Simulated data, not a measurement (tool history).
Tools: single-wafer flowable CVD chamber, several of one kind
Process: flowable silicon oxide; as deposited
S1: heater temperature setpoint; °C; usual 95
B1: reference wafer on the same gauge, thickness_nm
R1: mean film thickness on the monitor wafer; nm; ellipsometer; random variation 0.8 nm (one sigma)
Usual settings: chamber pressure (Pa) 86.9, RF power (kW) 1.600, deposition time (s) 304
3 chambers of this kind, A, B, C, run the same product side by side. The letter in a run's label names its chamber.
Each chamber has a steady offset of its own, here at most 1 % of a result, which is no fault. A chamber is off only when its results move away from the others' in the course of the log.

Run 1B, hour 4.3: usual settings; B1 148.88. Result: R1 154.82 nm.
Run 2C, hour 8.9: usual settings; B1 149.20. Result: R1 155.45 nm.
Run 3A, hour 15.6: usual settings; B1 148.89. Result: R1 155.41 nm.
Run 4B, hour 21.0: usual settings; B1 149.08. Result: R1 154.94 nm.
Run 5C, hour 25.6: usual settings; B1 149.05. Result: R1 156.29 nm.
Run 6A, hour 29.2: usual settings; B1 148.86. Result: R1 154.05 nm.
Run 7B, hour 35.8: usual settings; B1 149.10. Result: R1 154.00 nm.
Run 8A, hour 41.3: usual settings; B1 148.92. Result: R1 156.07 nm.
Run 9C, hour 48.7: usual settings; B1 149.21. Result: R1 158.52 nm.
Run 10C, hour 52.6: usual settings; B1 148.94. Result: R1 157.35 nm.
Run 11B, hour 57.7: usual settings; B1 149.02. Result: R1 154.99 nm.
Run 12A, hour 64.0: usual settings; B1 149.25. Result: R1 155.22 nm.
Run 13B, hour 70.9: usual settings; B1 149.00. Result: R1 155.55 nm.
Run 14A, hour 76.2: usual settings; B1 148.97. Result: R1 155.97 nm.
Run 15C, hour 83.4: usual settings; B1 149.18. Result: R1 157.22 nm.
Run 16C, hour 90.5: usual settings but RF power (kW) 1.400; B1 149.01. Result: R1 149.80 nm.
Run 17B, hour 94.4: usual settings but RF power (kW) 1.400; B1 148.91. Result: R1 148.01 nm.
Run 18A, hour 100.3: usual settings but RF power (kW) 1.400; B1 148.96. Result: R1 148.87 nm.
Run 19A, hour 104.5: usual settings; B1 148.89. Result: R1 156.12 nm.
Run 20B, hour 111.9: usual settings; B1 148.83. Result: R1 155.90 nm.
Run 21C, hour 116.6: usual settings; B1 148.88. Result: R1 156.37 nm.
Run 22C, hour 120.8: usual settings; B1 149.00. Result: R1 158.47 nm.
Run 23B, hour 125.8: usual settings; B1 149.04. Result: R1 154.78 nm.
Run 24A, hour 131.7: usual settings; B1 148.96. Result: R1 156.85 nm.
Run 25B, hour 137.4: usual settings; B1 148.96. Result: R1 155.45 nm.
Run 26A, hour 143.5: usual settings; B1 149.15. Result: R1 154.98 nm.
Run 27C, hour 150.2: usual settings; B1 149.07. Result: R1 155.99 nm.
Run 28B, hour 157.0: usual settings; B1 149.07. Result: R1 155.31 nm.
At hour 159.6: chamber C: thermocouple changed; heater temperature recalibrated.
Run 29C, hour 164.3: usual settings; B1 148.80. Result: R1 156.95 nm.
Run 30A, hour 170.7: usual settings; B1 148.99. Result: R1 156.01 nm.
Run 31B, hour 176.9: usual settings; B1 148.89. Result: R1 155.31 nm.
Run 32A, hour 183.9: usual settings but S1 81 °C, deposition time (s) 327; B1 148.94. Result: R1 257.36 nm.
Run 33C, hour 189.8: usual settings but S1 81 °C, deposition time (s) 327; B1 148.84. Result: R1 258.84 nm.
Run 34A, hour 194.3: usual settings but S1 81 °C, deposition time (s) 327; B1 148.79. Result: R1 257.66 nm.
Run 35B, hour 201.8: usual settings; B1 148.88. Result: R1 154.38 nm.

What goes on in this fleet: one chamber off, a drifting gauge, or nothing beyond the chambers' own small offsets? Name the chamber and the cause, if any.

No chamber stands off beyond its own small offset, and the gauge holds steady.
